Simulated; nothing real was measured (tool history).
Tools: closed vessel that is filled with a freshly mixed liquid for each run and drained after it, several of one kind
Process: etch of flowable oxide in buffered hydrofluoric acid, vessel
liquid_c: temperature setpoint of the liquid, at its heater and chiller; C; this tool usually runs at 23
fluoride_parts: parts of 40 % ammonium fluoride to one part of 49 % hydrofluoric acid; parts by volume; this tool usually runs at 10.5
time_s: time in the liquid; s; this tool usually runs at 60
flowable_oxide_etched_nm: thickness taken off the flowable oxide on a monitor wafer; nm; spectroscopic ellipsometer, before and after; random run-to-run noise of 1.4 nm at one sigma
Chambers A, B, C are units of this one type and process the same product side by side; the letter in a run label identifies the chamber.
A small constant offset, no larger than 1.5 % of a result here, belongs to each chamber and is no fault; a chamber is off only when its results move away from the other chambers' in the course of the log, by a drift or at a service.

run,hour,liquid_c,fluoride_parts,time_s,"read-back film thickness of the flowable oxide reference wafer, read on the same gauge (nm)",flowable_oxide_etched_nm
1B,4.1,23,10.5,60,99.997,325.54
2C,8.9,23,10.5,60,100.01,325.5
3A,11.2,23,10.5,60,99.972,326.7
4A,15.4,23,10.5,60,100.04,327.21
5C,19.8,23,10.5,60,99.964,323.27
6B,24.7,23,10.5,60,100.02,328.74
7B,27.9,20,8.5,60,99.977,328.1
8C,30.7,20,8.5,60,100.01,326.03
9A,34.6,20,8.5,60,99.997,327.89
10A,38.1,23,10.5,60,99.992,326.18
11C,42.9,23,10.5,60,99.993,326.86
12B,45.4,23,10.5,60,100,328.99
13C,47.8,23,10.5,60,100,323.06
14B,50.8,23,10.5,60,99.991,328.79
15A,54,23,10.5,60,99.955,326.07
16A,58.4,23,10.5,60,100.01,325.61
17B,61.8,23,10.5,60,99.971,334.41
18C,65.5,27.5,10.5,60,99.966,414.01
19B,68.9,27.5,10.5,60,99.97,431.25
20C,72.5,27.5,10.5,60,99.997,412.06
21A,74.8,23,10.5,60,100,325.87
22C,77,23,10.5,60,99.955,324.41
23A,82,26.5,10.5,60,99.975,394.19
24B,86.1,26.5,10.5,60,100.03,409.13
25B,90.3,26.5,10.5,60,100,411.74
26A,95.1,23,10.5,60,99.994,328
27C,100.2,23,10.5,60,99.995,326.26
28A,104.2,23,10.5,60,100.02,328.15
29B,107,23,10.5,60,100,344.99
30C,110.2,23,10.5,60,100.04,323.31
31A,113.6,23,10.5,45,99.984,245.19

Read the log: is a single chamber off, either drifting away or since a service, is the gauge that measures every chamber drifting, or is nothing wrong beyond small per-chamber offsets? Name any odd chamber and what most likely caused it.

It is chamber B that slowly wanders off from its peers.
Cause: hydrofluoric acid flow above the setpoint (%) = 7.48.
It could be hard to tell apart here from: liquid hotter than its thermometer reads (K).

Which of the 4 candidates below, each the usual settings with something changed and its results left as question marks, puts chamber B back in line with what the other chambers give on the usual settings?
In line means no further than this from the other chambers' mean on the usual settings: flowable_oxide_etched_nm 5 nm
32B-1,117.2,22,10.5,60,,?
32B-2,117.2,21.5,10.5,60,,?
32B-3,117.2,24,10.5,60,,?
32B-4,117.2,24,10,60,,?

Mean of the other chambers on the usual settings: flowable_oxide_etched_nm 325.25 nm
run,flowable_oxide_etched_nm
32B-1,325.51
32B-2,316.63
32B-3,363.86
32B-4,375.2
With 32B-1, the chamber falls back in line with the rest.
